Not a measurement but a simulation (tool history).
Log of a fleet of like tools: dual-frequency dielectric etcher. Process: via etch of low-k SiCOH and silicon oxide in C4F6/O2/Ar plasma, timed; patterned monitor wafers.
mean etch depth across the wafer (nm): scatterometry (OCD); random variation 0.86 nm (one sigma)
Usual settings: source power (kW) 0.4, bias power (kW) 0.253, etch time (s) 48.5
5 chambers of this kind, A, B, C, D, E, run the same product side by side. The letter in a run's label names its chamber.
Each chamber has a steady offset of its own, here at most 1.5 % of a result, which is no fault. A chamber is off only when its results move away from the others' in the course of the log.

run    day  source power (kW)  bias power (kW)  etch time (s)  hours since the last wet clean  hours since the last source power generator calibration  hours since the last bias power generator calibration  read-back reference wafer on the same gauge, depth_nm  mean etch depth across the wafer (nm)
 1E  0.108                0.4            0.253           48.5                           302.8                                                    140.9                                                   3498                                                 136.98                                 150.49
 2A  0.329                0.4            0.253           48.5                           349.9                                                   1252.5                                                  934.2                                                 136.98                                 152.68
 3C  0.521                0.4            0.253           48.5                           489.1                                                     1447                                                 3414.5                                                 137.02                                 151.57
 4B  0.683                0.4            0.253           48.5                           124.5                                                   2643.1                                                 2487.5                                                 137.03                                 149.56
 5D  0.904                0.4            0.253           48.5                           545.4                                                   1295.6                                                 1939.5                                                 136.95                                    151
 6B  1.108                0.4            0.272             62                           134.7                                                   2653.3                                                 2497.7                                                 136.98                                 197.07
 7C  1.242                0.4            0.272             62                           506.4                                                   1464.3                                                 3431.8                                                 136.89                                 197.03
 8E  1.425                0.4            0.272             62                           334.4                                                    172.5                                                 3529.6                                                 137.24                                 198.21
 9D  1.562                0.4            0.272             62                           561.2                                                   1311.4                                                 1955.3                                                 137.07                                 198.04
     1.621  -- chamber D: wet clean of the chamber
10A  1.762                0.4            0.272             62                           384.3                                                   1286.9                                                  968.6                                                 136.89                                 200.14
11E  1.925                0.4            0.253           48.5                           346.4                                                    184.5                                                 3541.6                                                 136.83                                 149.59
12B  2.046                0.4            0.253           48.5                           157.2                                                   2675.8                                                 2520.2                                                 136.95                                 150.94
13D  2.167                0.4            0.253           48.5                            13.1                                                   1325.9                                                 1969.8                                                  137.1                                 150.72
14C  2.367                0.4            0.253           48.5                           533.4                                                   1491.3                                                 3458.8                                                 137.13                                 150.68
15A  2.558                0.4            0.253           48.5                           403.4                                                     1306                                                  987.7                                                 136.87                                 151.35
16B  2.667                0.4            0.253           48.5                           172.1                                                   2690.7                                                 2535.1                                                 137.09                                 150.24
17D   2.85                0.4            0.253           48.5                            29.5                                                   1342.3                                                 1986.2                                                 136.85                                 151.53
18E  3.046                0.4            0.253           48.5                           373.3                                                    211.4                                                 3568.5                                                 136.94                                  149.1
19C  3.242                0.4            0.253           48.5                           554.4                                                   1512.3                                                 3479.8                                                 137.06                                 149.37
20A   3.45                0.4            0.253           48.5                           424.8                                                   1327.4                                                 1009.1                                                 137.07                                 151.76
21B  3.646                0.4            0.253           48.5                           195.6                                                   2714.2                                                 2558.6                                                 137.24                                 150.74
22C  3.867               0.36            0.253             58                           569.4                                                   1527.3                                                 3494.8                                                 136.91                                 172.76
23D  4.088               0.36            0.253             58                            59.2                                                     1372                                                 2015.9                                                 137.02                                 172.56
24A  4.296               0.36            0.253             58                           445.1                                                   1347.7                                                 1029.4                                                 136.96                                 174.45
25E  4.492               0.36            0.253             58                             408                                                    246.1                                                 3603.2                                                    137                                 173.18
26B   4.65               0.36            0.253             58                           219.7                                                   2738.3                                                 2582.7                                                 136.96                                 173.45
27A  4.775                0.4            0.253           48.5                           456.6                                                   1359.2                                                 1040.9                                                 137.08                                 152.67
28D  4.921                0.4            0.253           48.5                            79.2                                                     1392                                                 2035.9                                                 136.86                                 151.43
29E  5.121                0.4            0.201           48.5                           423.1                                                    261.2                                                 3618.3                                                 136.83                                 139.37
30C  5.238                0.4            0.201           48.5                           602.3                                                   1560.2                                                 3527.7                                                 137.27                                 140.03
31C  5.408                0.4            0.201           48.5                           606.4                                                   1564.3                                                 3531.8                                                 136.79                                 139.45
32A  5.567                0.4            0.201           48.5                           475.6                                                   1378.2                                                 1059.9                                                 137.16                                 140.73
33D  5.683                0.4            0.201           48.5                            97.5                                                   1410.3                                                 2054.2                                                 136.99                                 139.86
34B  5.796                0.4            0.253           48.5                           247.2                                                   2765.8                                                 2610.2                                                 137.02                                 149.08

Next, every chamber runs the same settings. What will each give?
35A  5.958                0.4            0.253             59                                                                                                                                                                                                                                             ?
35B  5.958                0.4            0.253             59                                                                                                                                                                                                                                             ?
35C  5.958                0.4            0.253             59                                                                                                                                                                                                                                             ?
35D  5.958                0.4            0.253             59                                                                                                                                                                                                                                             ?
35E  5.958                0.4            0.253             59                                                                                                                                                                                                                                             ?

run  mean etch depth across the wafer (nm)
35A                                 185.61
35B                                 182.28
35C                                  184.8
35D                                 184.98
35E                                 184.81

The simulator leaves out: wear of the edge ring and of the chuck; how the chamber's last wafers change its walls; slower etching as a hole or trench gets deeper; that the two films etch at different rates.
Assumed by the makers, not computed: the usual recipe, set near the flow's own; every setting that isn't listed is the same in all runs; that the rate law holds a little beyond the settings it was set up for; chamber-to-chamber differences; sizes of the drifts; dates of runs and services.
